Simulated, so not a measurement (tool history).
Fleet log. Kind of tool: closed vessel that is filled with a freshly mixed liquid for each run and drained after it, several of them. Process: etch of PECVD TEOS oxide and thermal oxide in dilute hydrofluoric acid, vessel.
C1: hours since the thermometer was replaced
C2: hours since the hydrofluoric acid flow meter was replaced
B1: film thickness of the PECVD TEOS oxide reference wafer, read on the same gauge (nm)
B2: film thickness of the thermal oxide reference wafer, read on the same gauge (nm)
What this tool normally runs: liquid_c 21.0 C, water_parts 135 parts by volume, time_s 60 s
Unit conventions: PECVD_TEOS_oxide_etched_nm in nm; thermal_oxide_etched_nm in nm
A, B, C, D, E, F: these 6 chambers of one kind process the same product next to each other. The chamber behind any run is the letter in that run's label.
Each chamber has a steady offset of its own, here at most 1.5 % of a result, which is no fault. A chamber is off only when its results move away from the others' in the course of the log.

run 1A day=0.238 | liquid_c=21.0 water_parts=135 time_s=60 | C1=470.7 C2=1364.1 | B1=39.968 B2=110.02 | PECVD_TEOS_oxide_etched_nm=6.6500 thermal_oxide_etched_nm=1.7980
run 2B day=0.429 | liquid_c=21.0 water_parts=135 time_s=60 | C1=761.5 C2=1437.8 | B1=39.989 B2=110.00 | PECVD_TEOS_oxide_etched_nm=6.7986 thermal_oxide_etched_nm=1.7999
run 3F day=0.658 | liquid_c=21.0 water_parts=135 time_s=60 | C1=515.0 C2=91.7 | B1=39.975 B2=110.02 | PECVD_TEOS_oxide_etched_nm=6.6569 thermal_oxide_etched_nm=1.7945
-- day=0.875 chamber A: thermometer replaced
run 4E day=0.896 | liquid_c=21.0 water_parts=135 time_s=60 | C1=438.6 C2=1030.6 | B1=39.962 B2=109.98 | PECVD_TEOS_oxide_etched_nm=6.6506 thermal_oxide_etched_nm=1.7666
run 5C day=1.133 | liquid_c=21.0 water_parts=135 time_s=60 | C1=977.7 C2=373.1 | B1=40.001 B2=109.98 | PECVD_TEOS_oxide_etched_nm=6.5343 thermal_oxide_etched_nm=1.7946
run 6D day=1.392 | liquid_c=21.0 water_parts=135 time_s=60 | C1=834.2 C2=1403.0 | B1=39.966 B2=109.99 | PECVD_TEOS_oxide_etched_nm=6.6476 thermal_oxide_etched_nm=1.8016
run 7B day=1.612 | liquid_c=21.0 water_parts=135 time_s=60 | C1=789.9 C2=1466.2 | B1=39.995 B2=109.99 | PECVD_TEOS_oxide_etched_nm=6.7225 thermal_oxide_etched_nm=1.7590
run 8F day=1.858 | liquid_c=19.0 water_parts=135 time_s=45 | C1=543.8 C2=120.5 | B1=39.981 B2=109.99 | PECVD_TEOS_oxide_etched_nm=4.5879 thermal_oxide_etched_nm=1.2023
run 9A day=2.138 | liquid_c=19.0 water_parts=135 time_s=45 | C1=30.4 C2=1409.7 | B1=40.029 B2=109.99 | PECVD_TEOS_oxide_etched_nm=4.5570 thermal_oxide_etched_nm=1.2346
run 10E day=2.317 | liquid_c=19.0 water_parts=135 time_s=45 | C1=472.7 C2=1064.7 | B1=40.015 B2=110.02 | PECVD_TEOS_oxide_etched_nm=4.5904 thermal_oxide_etched_nm=1.2407
run 11C day=2.458 | liquid_c=19.0 water_parts=135 time_s=45 | C1=1009.5 C2=404.9 | B1=39.986 B2=110.01 | PECVD_TEOS_oxide_etched_nm=4.5604 thermal_oxide_etched_nm=1.2305
run 12D day=2.779 | liquid_c=19.0 water_parts=135 time_s=45 | C1=867.5 C2=1436.3 | B1=39.988 B2=110.01 | PECVD_TEOS_oxide_etched_nm=4.5971 thermal_oxide_etched_nm=1.2108
run 13B day=2.933 | liquid_c=19.0 water_parts=135 time_s=45 | C1=821.6 C2=1497.9 | B1=40.027 B2=110.01 | PECVD_TEOS_oxide_etched_nm=4.6755 thermal_oxide_etched_nm=1.2394
run 14D day=3.250 | liquid_c=21.0 water_parts=135 time_s=60 | C1=878.8 C2=1447.6 | B1=39.958 B2=109.99 | PECVD_TEOS_oxide_etched_nm=6.6938 thermal_oxide_etched_nm=1.7706
run 15A day=3.400 | liquid_c=21.0 water_parts=135 time_s=60 | C1=60.7 C2=1440.0 | B1=40.001 B2=109.97 | PECVD_TEOS_oxide_etched_nm=6.5990 thermal_oxide_etched_nm=1.8031
run 16F day=3.558 | liquid_c=21.0 water_parts=135 time_s=60 | C1=584.6 C2=161.3 | B1=40.007 B2=110.01 | PECVD_TEOS_oxide_etched_nm=6.6298 thermal_oxide_etched_nm=1.7505
run 17C day=3.712 | liquid_c=21.0 water_parts=135 time_s=60 | C1=1039.6 C2=435.0 | B1=39.993 B2=110.01 | PECVD_TEOS_oxide_etched_nm=6.6137 thermal_oxide_etched_nm=1.7620
run 18E day=3.979 | liquid_c=21.0 water_parts=135 time_s=60 | C1=512.6 C2=1104.6 | B1=40.004 B2=110.00 | PECVD_TEOS_oxide_etched_nm=6.6398 thermal_oxide_etched_nm=1.7437
run 19D day=4.192 | liquid_c=21.0 water_parts=135 time_s=60 | C1=901.4 C2=1470.2 | B1=40.020 B2=110.00 | PECVD_TEOS_oxide_etched_nm=6.5954 thermal_oxide_etched_nm=1.7928
run 20E day=4.346 | liquid_c=21.0 water_parts=135 time_s=60 | C1=521.4 C2=1113.4 | B1=40.021 B2=109.98 | PECVD_TEOS_oxide_etched_nm=6.6387 thermal_oxide_etched_nm=1.7968
run 21A day=4.596 | liquid_c=21.0 water_parts=135 time_s=60 | C1=89.4 C2=1468.7 | B1=40.003 B2=110.01 | PECVD_TEOS_oxide_etched_nm=6.6766 thermal_oxide_etched_nm=1.7885
run 22F day=4.738 | liquid_c=21.0 water_parts=135 time_s=60 | C1=612.9 C2=189.6 | B1=39.994 B2=110.00 | PECVD_TEOS_oxide_etched_nm=6.6606 thermal_oxide_etched_nm=1.7760
run 23B day=5.042 | liquid_c=25.5 water_parts=180 time_s=60 | C1=872.2 C2=1548.5 | B1=40.045 B2=110.00 | PECVD_TEOS_oxide_etched_nm=5.5800 thermal_oxide_etched_nm=1.4972
run 24C day=5.362 | liquid_c=25.5 water_parts=180 time_s=60 | C1=1079.2 C2=474.6 | B1=39.984 B2=110.01 | PECVD_TEOS_oxide_etched_nm=5.6657 thermal_oxide_etched_nm=1.5028
run 25A day=5.517 | liquid_c=25.5 water_parts=180 time_s=60 | C1=111.5 C2=1490.8 | B1=39.989 B2=109.99 | PECVD_TEOS_oxide_etched_nm=5.7114 thermal_oxide_etched_nm=1.5477
run 26E day=5.721 | liquid_c=25.5 water_parts=180 time_s=60 | C1=554.4 C2=1146.4 | B1=39.954 B2=109.99 | PECVD_TEOS_oxide_etched_nm=5.6697 thermal_oxide_etched_nm=1.5192
run 27B day=5.908 | liquid_c=25.5 water_parts=180 time_s=60 | C1=893.0 C2=1569.3 | B1=39.984 B2=109.97 | PECVD_TEOS_oxide_etched_nm=5.6879 thermal_oxide_etched_nm=1.5147
run 28D day=6.200 | liquid_c=25.5 water_parts=180 time_s=60 | C1=949.6 C2=1518.4 | B1=39.999 B2=110.00 | PECVD_TEOS_oxide_etched_nm=5.6919 thermal_oxide_etched_nm=1.4930
run 29C day=6.342 | liquid_c=21.0 water_parts=135 time_s=60 | C1=1102.7 C2=498.1 | B1=40.056 B2=110.01 | PECVD_TEOS_oxide_etched_nm=6.5691 thermal_oxide_etched_nm=1.7318
run 30F day=6.633 | liquid_c=21.0 water_parts=135 time_s=60 | C1=658.4 C2=235.1 | B1=40.030 B2=110.01 | PECVD_TEOS_oxide_etched_nm=6.6262 thermal_oxide_etched_nm=1.7442
run 31C day=6.850 | liquid_c=21.0 water_parts=135 time_s=60 | C1=1114.9 C2=510.3 | B1=39.992 B2=109.99 | PECVD_TEOS_oxide_etched_nm=6.6335 thermal_oxide_etched_nm=1.7977
run 32F day=7.050 | liquid_c=21.0 water_parts=135 time_s=60 | C1=668.4 C2=245.1 | B1=40.020 B2=110.00 | PECVD_TEOS_oxide_etched_nm=6.6264 thermal_oxide_etched_nm=1.7639
run 33E day=7.192 | liquid_c=21.0 water_parts=135 time_s=60 | C1=589.7 C2=1181.7 | B1=39.994 B2=110.01 | PECVD_TEOS_oxide_etched_nm=6.6081 thermal_oxide_etched_nm=1.7887
run 34B day=7.433 | liquid_c=21.0 water_parts=135 time_s=60 | C1=929.6 C2=1605.9 | B1=40.009 B2=110.00 | PECVD_TEOS_oxide_etched_nm=6.5825 thermal_oxide_etched_nm=1.7833
run 35A day=7.633 | liquid_c=21.0 water_parts=135 time_s=60 | C1=162.3 C2=1541.6 | B1=39.982 B2=110.00 | PECVD_TEOS_oxide_etched_nm=6.5735 thermal_oxide_etched_nm=1.8237
run 36D day=7.883 | liquid_c=21.0 water_parts=135 time_s=60 | C1=990.0 C2=1558.8 | B1=39.969 B2=109.98 | PECVD_TEOS_oxide_etched_nm=6.6257 thermal_oxide_etched_nm=1.7764
run 37C day=8.117 | liquid_c=21.0 water_parts=135 time_s=60 | C1=1145.3 C2=540.7 | B1=40.012 B2=110.01 | PECVD_TEOS_oxide_etched_nm=6.6288 thermal_oxide_etched_nm=1.7835
run 38F day=8.271 | liquid_c=21.0 water_parts=135 time_s=60 | C1=697.7 C2=274.4 | B1=40.012 B2=109.99 | PECVD_TEOS_oxide_etched_nm=6.6225 thermal_oxide_etched_nm=1.8024
run 39A day=8.471 | liquid_c=21.0 water_parts=135 time_s=60 | C1=182.4 C2=1561.7 | B1=39.980 B2=110.01 | PECVD_TEOS_oxide_etched_nm=6.5615 thermal_oxide_etched_nm=1.7568
run 40D day=8.750 | liquid_c=21.0 water_parts=135 time_s=60 | C1=1010.8 C2=1579.6 | B1=39.996 B2=109.98 | PECVD_TEOS_oxide_etched_nm=6.5346 thermal_oxide_etched_nm=1.8197

What goes on in this fleet: one chamber off, a drifting gauge, or nothing beyond the chambers' own small offsets? Name the chamber and the cause, if any.

Beyond each chamber's small constant offset nothing stands out, and the gauge stays steady.
